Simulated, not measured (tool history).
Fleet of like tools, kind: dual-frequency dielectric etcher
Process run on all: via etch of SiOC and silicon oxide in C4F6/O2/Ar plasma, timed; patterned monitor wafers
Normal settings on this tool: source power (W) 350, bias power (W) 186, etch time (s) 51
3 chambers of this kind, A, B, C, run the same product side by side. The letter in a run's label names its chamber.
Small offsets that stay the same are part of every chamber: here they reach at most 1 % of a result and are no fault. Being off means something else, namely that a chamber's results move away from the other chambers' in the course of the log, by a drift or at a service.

run	day	source power (W)	bias power (W)	etch time (s)	read-back reference wafer on the same gauge, depth_nm	mean etch depth across the wafer (nm)
1A	0.104	350	186	51	49.077	54.855
2C	0.296	350	186	51	49.101	55.237
3B	0.488	350	186	51	49.128	55.445
4B	0.700	350	186	51	49.121	55.658
5A	0.933	400	186	66	49.107	75.136
6C	1.129	400	186	66	49.090	75.846
7B	1.229	400	186	66	49.117	75.531
8A	1.433	350	186	51	49.066	54.733
9C	1.629	350	186	51	49.111	55.479
10A	1.792	350	186	51	49.106	54.854
11B	1.942	350	186	51	49.128	55.831
12C	2.092	350	186	51	49.118	55.746
13B	2.204	350	186	51	49.123	55.986
14C	2.438	350	186	51	49.155	55.509
15A	2.583	350	186	51	49.078	54.947
16C	2.729	350	186	51	49.086	55.560
17A	2.904	350	186	51	49.136	55.003
18B	3.104	380	186	51	49.106	58.051
19C	3.246	380	186	51	49.152	57.149
20B	3.467	380	186	51	49.113	58.181
21A	3.675	350	186	51	49.102	55.180

Is one chamber off against the others, does the gauge drift, or is nothing wrong? If a chamber is off, say which, and what the likeliest cause is.

Little by little, chamber B moves away from the other chambers.
Likeliest cause: source power that arrives over what is set, % = 4.57.
The log may not separate it from: etch rate over this chamber's usual, %; bias power that arrives over what is set, %.

Below are 4 candidate recipes for chamber B's next run, each the usual settings with a change, their results shown as question marks. Which of them brings B's results back in line with what the other chambers give on the usual settings?
In line here means within this much of the mean the other chambers give on the usual settings: mean etch depth across the wafer (nm) 0.530
22B-1	3.846	350	185	50		?
22B-2	3.846	380	197	51		?
22B-3	3.846	350	184	49		?
22B-4	3.846	370	186	51		?

Other chambers, usual settings, mean: mean etch depth across the wafer (nm) 55.215
run	mean etch depth across the wafer (nm)
22B-1	55.379
22B-2	59.503
22B-3	54.176
22B-4	57.804
Change 22B-1 lands the chamber within the allowed miss of the other chambers.
